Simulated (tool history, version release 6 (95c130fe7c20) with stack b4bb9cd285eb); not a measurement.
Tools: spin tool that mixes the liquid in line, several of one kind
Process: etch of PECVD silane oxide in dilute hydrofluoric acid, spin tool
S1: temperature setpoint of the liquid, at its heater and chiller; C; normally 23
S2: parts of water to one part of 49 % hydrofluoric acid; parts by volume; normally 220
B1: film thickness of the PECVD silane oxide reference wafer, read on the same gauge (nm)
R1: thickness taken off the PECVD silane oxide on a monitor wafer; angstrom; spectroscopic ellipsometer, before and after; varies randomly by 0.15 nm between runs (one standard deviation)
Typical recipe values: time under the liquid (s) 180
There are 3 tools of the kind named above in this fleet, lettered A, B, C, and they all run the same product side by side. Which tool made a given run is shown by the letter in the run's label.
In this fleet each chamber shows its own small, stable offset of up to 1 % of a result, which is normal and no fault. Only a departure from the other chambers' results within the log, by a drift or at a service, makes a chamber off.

{"run": "1A", "day": 0.412, "S1": 23, "S2": 220, "time under the liquid (s)": 180, "B1": 100.02, "R1": 202.1}
{"day": 0.496, "done": "chamber B: thermometer replaced"}
{"run": "2C", "day": 0.704, "S1": 23, "S2": 220, "time under the liquid (s)": 180, "B1": 99.988, "R1": 205.51}
{"run": "3B", "day": 1.158, "S1": 23, "S2": 220, "time under the liquid (s)": 180, "B1": 100.01, "R1": 205.31}
{"run": "4C", "day": 1.467, "S1": 23, "S2": 220, "time under the liquid (s)": 180, "B1": 99.985, "R1": 203.64}
{"run": "5B", "day": 1.829, "S1": 23, "S2": 220, "time under the liquid (s)": 180, "B1": 100.0, "R1": 202.61}
{"run": "6A", "day": 2.121, "S1": 23, "S2": 220, "time under the liquid (s)": 180, "B1": 99.99, "R1": 202.54}
{"run": "7A", "day": 2.392, "S1": 23, "S2": 220, "time under the liquid (s)": 180, "B1": 100.01, "R1": 204.73}
{"run": "8C", "day": 2.796, "S1": 23, "S2": 220, "time under the liquid (s)": 180, "B1": 100.02, "R1": 205.94}
{"run": "9B", "day": 3.175, "S1": 23, "S2": 220, "time under the liquid (s)": 180, "B1": 99.988, "R1": 201.17}
{"run": "10A", "day": 3.458, "S1": 23, "S2": 220, "time under the liquid (s)": 180, "B1": 99.998, "R1": 202.58}
{"run": "11B", "day": 3.746, "S1": 23, "S2": 220, "time under the liquid (s)": 180, "B1": 99.976, "R1": 203.2}
{"run": "12C", "day": 4.008, "S1": 23, "S2": 140, "time under the liquid (s)": 180, "B1": 99.986, "R1": 346.82}
{"run": "13B", "day": 4.262, "S1": 23, "S2": 140, "time under the liquid (s)": 180, "B1": 99.993, "R1": 352.31}
{"run": "14C", "day": 4.517, "S1": 23, "S2": 140, "time under the liquid (s)": 180, "B1": 99.973, "R1": 346.69}
{"run": "15A", "day": 5.0, "S1": 23, "S2": 220, "time under the liquid (s)": 180, "B1": 99.998, "R1": 204.72}
{"run": "16A", "day": 5.212, "S1": 23, "S2": 220, "time under the liquid (s)": 180, "B1": 100.0, "R1": 204.29}
{"run": "17C", "day": 5.571, "S1": 23, "S2": 220, "time under the liquid (s)": 180, "B1": 99.977, "R1": 203.21}
{"run": "18B", "day": 5.875, "S1": 23, "S2": 220, "time under the liquid (s)": 180, "B1": 99.994, "R1": 203.51}
{"run": "19A", "day": 6.204, "S1": 23, "S2": 220, "time under the liquid (s)": 180, "B1": 100.02, "R1": 204.54}
{"run": "20B", "day": 6.671, "S1": 23, "S2": 220, "time under the liquid (s)": 180, "B1": 100.02, "R1": 204.38}
{"run": "21C", "day": 6.983, "S1": 23, "S2": 220, "time under the liquid (s)": 180, "B1": 100.02, "R1": 202.87}
{"run": "22C", "day": 7.329, "S1": 23, "S2": 220, "time under the liquid (s)": 180, "B1": 100.0, "R1": 200.51}
{"run": "23A", "day": 7.633, "S1": 23, "S2": 220, "time under the liquid (s)": 180, "B1": 100.01, "R1": 203.33}
{"run": "24B", "day": 7.954, "S1": 23, "S2": 220, "time under the liquid (s)": 180, "B1": 100.01, "R1": 204.78}

For the next run the whole fleet of 3 chambers uses the same settings. Give each chamber's results:
{"run": "25A", "day": 8.304, "S1": 23, "S2": 220, "time under the liquid (s)": 180, "R1": "?"}
{"run": "25B", "day": 8.304, "S1": 23, "S2": 220, "time under the liquid (s)": 180, "R1": "?"}
{"run": "25C", "day": 8.304, "S1": 23, "S2": 220, "time under the liquid (s)": 180, "R1": "?"}

run=25A R1=204.72
run=25B R1=205.07
run=25C R1=201.96
